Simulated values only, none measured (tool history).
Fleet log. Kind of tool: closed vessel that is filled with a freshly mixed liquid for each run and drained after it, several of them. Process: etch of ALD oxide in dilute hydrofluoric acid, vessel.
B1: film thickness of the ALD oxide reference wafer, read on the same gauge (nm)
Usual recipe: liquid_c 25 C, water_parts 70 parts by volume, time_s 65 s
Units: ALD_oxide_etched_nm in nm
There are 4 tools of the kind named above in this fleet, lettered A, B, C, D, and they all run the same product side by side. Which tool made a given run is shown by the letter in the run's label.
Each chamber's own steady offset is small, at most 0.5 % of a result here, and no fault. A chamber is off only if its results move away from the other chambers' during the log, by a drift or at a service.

{"run": "1C", "hour": 4.2, "liquid_c": 25, "water_parts": 70, "time_s": 65, "B1": 90.006, "ALD_oxide_etched_nm": 12.041}
{"run": "2D", "hour": 9.8, "liquid_c": 25, "water_parts": 70, "time_s": 65, "B1": 90.058, "ALD_oxide_etched_nm": 12.233}
{"run": "3B", "hour": 15.8, "liquid_c": 25, "water_parts": 70, "time_s": 65, "B1": 89.991, "ALD_oxide_etched_nm": 12.19}
{"run": "4A", "hour": 20.9, "liquid_c": 25, "water_parts": 70, "time_s": 65, "B1": 90.004, "ALD_oxide_etched_nm": 12.102}
{"run": "5B", "hour": 28.0, "liquid_c": 25, "water_parts": 70, "time_s": 65, "B1": 90.009, "ALD_oxide_etched_nm": 12.041}
{"run": "6C", "hour": 32.6, "liquid_c": 21, "water_parts": 70, "time_s": 100, "B1": 89.983, "ALD_oxide_etched_nm": 15.788}
{"run": "7A", "hour": 38.7, "liquid_c": 21, "water_parts": 70, "time_s": 100, "B1": 89.964, "ALD_oxide_etched_nm": 15.596}
{"run": "8D", "hour": 47.2, "liquid_c": 21, "water_parts": 70, "time_s": 100, "B1": 90.034, "ALD_oxide_etched_nm": 15.784}
{"run": "9B", "hour": 53.3, "liquid_c": 21, "water_parts": 70, "time_s": 100, "B1": 90.016, "ALD_oxide_etched_nm": 15.865}
{"run": "10A", "hour": 57.6, "liquid_c": 25, "water_parts": 70, "time_s": 65, "B1": 89.985, "ALD_oxide_etched_nm": 11.782}
{"run": "11C", "hour": 63.5, "liquid_c": 25, "water_parts": 70, "time_s": 65, "B1": 89.974, "ALD_oxide_etched_nm": 12.123}
{"run": "12D", "hour": 71.0, "liquid_c": 25, "water_parts": 70, "time_s": 85, "B1": 89.975, "ALD_oxide_etched_nm": 15.858}
{"run": "13A", "hour": 76.6, "liquid_c": 25, "water_parts": 70, "time_s": 85, "B1": 90.023, "ALD_oxide_etched_nm": 15.136}
{"run": "14C", "hour": 80.5, "liquid_c": 25, "water_parts": 70, "time_s": 85, "B1": 89.999, "ALD_oxide_etched_nm": 15.885}
{"run": "15B", "hour": 89.3, "liquid_c": 25, "water_parts": 70, "time_s": 85, "B1": 90.0, "ALD_oxide_etched_nm": 15.795}
{"run": "16D", "hour": 93.3, "liquid_c": 25, "water_parts": 70, "time_s": 65, "B1": 89.945, "ALD_oxide_etched_nm": 12.049}
{"run": "17B", "hour": 98.4, "liquid_c": 25, "water_parts": 70, "time_s": 65, "B1": 90.0, "ALD_oxide_etched_nm": 11.977}
{"run": "18A", "hour": 106.6, "liquid_c": 25, "water_parts": 70, "time_s": 65, "B1": 90.029, "ALD_oxide_etched_nm": 11.419}
{"run": "19D", "hour": 114.2, "liquid_c": 25, "water_parts": 90, "time_s": 65, "B1": 89.968, "ALD_oxide_etched_nm": 9.2695}
{"run": "20C", "hour": 120.0, "liquid_c": 25, "water_parts": 90, "time_s": 65, "B1": 89.973, "ALD_oxide_etched_nm": 9.2}
{"run": "21B", "hour": 128.4, "liquid_c": 25, "water_parts": 90, "time_s": 65, "B1": 90.002, "ALD_oxide_etched_nm": 9.2655}
{"run": "22A", "hour": 133.0, "liquid_c": 25, "water_parts": 90, "time_s": 65, "B1": 90.002, "ALD_oxide_etched_nm": 8.6861}
{"hour": 136.5, "done": "chamber D: thermometer replaced"}
{"run": "23D", "hour": 137.5, "liquid_c": 25, "water_parts": 70, "time_s": 65, "B1": 89.986, "ALD_oxide_etched_nm": 12.14}
{"run": "24C", "hour": 142.4, "liquid_c": 25, "water_parts": 70, "time_s": 65, "B1": 89.977, "ALD_oxide_etched_nm": 12.18}

What goes on in this fleet: one chamber off, a drifting gauge, or nothing beyond the chambers' own small offsets? Name the chamber and the cause, if any.

It is chamber A that slowly wanders off from its peers.
Most likely cause: hydrofluoric acid flow below the setpoint (%) = 7.02.
Not necessarily distinguishable in this log from: liquid colder than its thermometer reads (K).

Chamber A could run next with any of the 4 candidate recipes listed below; each alters the usual settings, and their results appear as question marks. Which one brings its results back in line with what the other chambers deliver on the usual settings?
In-line tolerance around the mean of the other chambers on the usual settings: ALD_oxide_etched_nm 0.3100 nm
{"run": "25A-1", "hour": 148.9, "liquid_c": 25, "water_parts": 65, "time_s": 65, "ALD_oxide_etched_nm": "?"}
{"run": "25A-2", "hour": 148.9, "liquid_c": 25, "water_parts": 70, "time_s": 60, "ALD_oxide_etched_nm": "?"}
{"run": "25A-3", "hour": 148.9, "liquid_c": 26, "water_parts": 70, "time_s": 65, "ALD_oxide_etched_nm": "?"}
{"run": "25A-4", "hour": 148.9, "liquid_c": 24, "water_parts": 70, "time_s": 65, "ALD_oxide_etched_nm": "?"}

On the usual settings, the other chambers give on average: ALD_oxide_etched_nm 12.1290 nm
run=25A-1 ALD_oxide_etched_nm=12.1220
run=25A-2 ALD_oxide_etched_nm=10.3290
run=25A-3 ALD_oxide_etched_nm=11.6450
run=25A-4 ALD_oxide_etched_nm=10.7540
Change 25A-1 lands the chamber within the allowed miss of the other chambers.

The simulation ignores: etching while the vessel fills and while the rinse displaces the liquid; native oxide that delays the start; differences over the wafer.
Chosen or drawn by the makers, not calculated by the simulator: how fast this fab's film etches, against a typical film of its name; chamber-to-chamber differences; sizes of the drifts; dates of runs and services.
